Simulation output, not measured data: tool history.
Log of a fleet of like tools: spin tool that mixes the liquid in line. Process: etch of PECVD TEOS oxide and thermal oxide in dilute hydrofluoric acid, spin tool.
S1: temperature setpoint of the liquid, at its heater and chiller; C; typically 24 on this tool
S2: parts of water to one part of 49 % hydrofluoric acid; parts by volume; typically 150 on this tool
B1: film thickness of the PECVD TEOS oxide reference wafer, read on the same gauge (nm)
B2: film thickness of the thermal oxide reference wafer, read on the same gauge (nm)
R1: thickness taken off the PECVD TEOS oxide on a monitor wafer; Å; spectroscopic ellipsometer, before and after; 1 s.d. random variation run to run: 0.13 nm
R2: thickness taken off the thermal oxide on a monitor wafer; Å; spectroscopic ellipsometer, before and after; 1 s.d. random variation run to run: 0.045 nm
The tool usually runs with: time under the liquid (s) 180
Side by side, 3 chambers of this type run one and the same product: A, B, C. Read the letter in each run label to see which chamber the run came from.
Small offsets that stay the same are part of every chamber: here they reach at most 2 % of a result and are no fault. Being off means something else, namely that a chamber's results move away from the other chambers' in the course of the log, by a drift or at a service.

{"run": "1C", "hour": 15.0, "S1": 24, "S2": 150, "time under the liquid (s)": 180, "B1": 140.02, "B2": 90.019, "R1": 199.48, "R2": 52.924}
{"run": "2A", "hour": 25.2, "S1": 24, "S2": 150, "time under the liquid (s)": 180, "B1": 140.04, "B2": 90.002, "R1": 197.92, "R2": 51.624}
{"run": "3B", "hour": 32.9, "S1": 24, "S2": 150, "time under the liquid (s)": 180, "B1": 139.98, "B2": 90.014, "R1": 198.71, "R2": 53.412}
{"run": "4A", "hour": 48.8, "S1": 24, "S2": 150, "time under the liquid (s)": 180, "B1": 140, "B2": 89.971, "R1": 200.22, "R2": 51.885}
{"run": "5B", "hour": 59.3, "S1": 24, "S2": 150, "time under the liquid (s)": 180, "B1": 140.01, "B2": 89.984, "R1": 197.28, "R2": 54.195}
{"run": "6C", "hour": 70.7, "S1": 24, "S2": 150, "time under the liquid (s)": 180, "B1": 140.01, "B2": 89.989, "R1": 199.95, "R2": 53.049}
{"run": "7A", "hour": 86.1, "S1": 24, "S2": 150, "time under the liquid (s)": 180, "B1": 139.98, "B2": 90.004, "R1": 197.36, "R2": 51.366}
{"hour": 89.9, "done": "chamber B: thermometer replaced"}
{"run": "8C", "hour": 99.3, "S1": 24, "S2": 150, "time under the liquid (s)": 180, "B1": 139.99, "B2": 90.01, "R1": 202.17, "R2": 54.447}
{"run": "9B", "hour": 109.5, "S1": 24, "S2": 150, "time under the liquid (s)": 180, "B1": 139.99, "B2": 89.977, "R1": 196.31, "R2": 52.877}
{"run": "10A", "hour": 118.9, "S1": 24, "S2": 150, "time under the liquid (s)": 180, "B1": 140.03, "B2": 89.996, "R1": 201.02, "R2": 52.416}
{"run": "11C", "hour": 131.9, "S1": 24, "S2": 150, "time under the liquid (s)": 180, "B1": 140.02, "B2": 90.02, "R1": 202.21, "R2": 54.164}
{"run": "12B", "hour": 140.1, "S1": 24, "S2": 150, "time under the liquid (s)": 180, "B1": 140.04, "B2": 90, "R1": 195.67, "R2": 53.96}
{"run": "13A", "hour": 151.2, "S1": 24, "S2": 150, "time under the liquid (s)": 180, "B1": 139.99, "B2": 90.001, "R1": 196.27, "R2": 51.889}
{"run": "14C", "hour": 159.7, "S1": 24, "S2": 150, "time under the liquid (s)": 180, "B1": 140.03, "B2": 90.015, "R1": 203.03, "R2": 54.869}
{"run": "15B", "hour": 174.5, "S1": 24, "S2": 150, "time under the liquid (s)": 180, "B1": 139.99, "B2": 89.981, "R1": 196.26, "R2": 52.448}
{"run": "16C", "hour": 185.7, "S1": 24, "S2": 150, "time under the liquid (s)": 180, "B1": 139.99, "B2": 90, "R1": 204.86, "R2": 54.018}
{"run": "17B", "hour": 196.7, "S1": 24, "S2": 150, "time under the liquid (s)": 180, "B1": 140, "B2": 90.009, "R1": 196.37, "R2": 53.285}
{"run": "18A", "hour": 211.8, "S1": 24, "S2": 150, "time under the liquid (s)": 180, "B1": 140.01, "B2": 89.996, "R1": 197.75, "R2": 51.291}
{"run": "19A", "hour": 225.5, "S1": 24, "S2": 150, "time under the liquid (s)": 125, "B1": 139.99, "B2": 89.986, "R1": 138.58, "R2": 36.224}
{"run": "20C", "hour": 232.4, "S1": 24, "S2": 150, "time under the liquid (s)": 125, "B1": 140.02, "B2": 89.982, "R1": 142.81, "R2": 38.561}
{"run": "21B", "hour": 244.7, "S1": 24, "S2": 150, "time under the liquid (s)": 125, "B1": 139.97, "B2": 90.011, "R1": 136.01, "R2": 36.89}
{"run": "22B", "hour": 253.5, "S1": 20, "S2": 150, "time under the liquid (s)": 180, "B1": 139.99, "B2": 90.02, "R1": 166.74, "R2": 45.973}
{"run": "23A", "hour": 267.2, "S1": 20, "S2": 150, "time under the liquid (s)": 180, "B1": 139.99, "B2": 89.993, "R1": 168.79, "R2": 44.611}
{"hour": 272.3, "done": "chamber C: hydrofluoric acid flow meter replaced"}
{"run": "24C", "hour": 277.7, "S1": 20, "S2": 150, "time under the liquid (s)": 180, "B1": 139.99, "B2": 89.997, "R1": 178.92, "R2": 47.903}
{"run": "25B", "hour": 291.8, "S1": 24, "S2": 110, "time under the liquid (s)": 260, "B1": 140.03, "B2": 90.028, "R1": 407.07, "R2": 108.76}
{"run": "26C", "hour": 299.8, "S1": 24, "S2": 110, "time under the liquid (s)": 260, "B1": 139.99, "B2": 90, "R1": 432.79, "R2": 116.52}
{"run": "27A", "hour": 307.0, "S1": 24, "S2": 110, "time under the liquid (s)": 260, "B1": 140.03, "B2": 89.955, "R1": 413.8, "R2": 108.43}

Has any chamber moved away from the others, gradually or after a service, or does the common gauge drift, or do the chambers differ only by their own small steady offsets? State the chamber and the most likely cause if one applies.

Little by little, chamber C moves away from the other chambers.
Cause: liquid hotter than its thermometer reads (K) = 1.38.

Chamber C could run next with any of the 4 candidate recipes listed below; each alters the usual settings, and their results appear as question marks. Which one brings its results back in line with what the other chambers deliver on the usual settings?
In line means no further than this from the other chambers' mean on the usual settings: R1 4.4 Å; R2 1.5 Å
{"run": "28C-1", "hour": 318.5, "S1": 24, "S2": 150, "time under the liquid (s)": 175, "R1": "?", "R2": "?"}
{"run": "28C-2", "hour": 318.5, "S1": 24, "S2": 145, "time under the liquid (s)": 185, "R1": "?", "R2": "?"}
{"run": "28C-3", "hour": 318.5, "S1": 24, "S2": 155, "time under the liquid (s)": 175, "R1": "?", "R2": "?"}
{"run": "28C-4", "hour": 318.5, "S1": 24, "S2": 150, "time under the liquid (s)": 185, "R1": "?", "R2": "?"}

Mean of the other chambers on the usual settings: R1 197.13 Å; R2 52.58 Å
run=28C-1 R1=203.86 R2=54.524
run=28C-2 R1=224.37 R2=60.01
run=28C-3 R1=196.04 R2=52.432
run=28C-4 R1=215.51 R2=57.64
Change 28C-3 lands the chamber within the allowed miss of the other chambers.
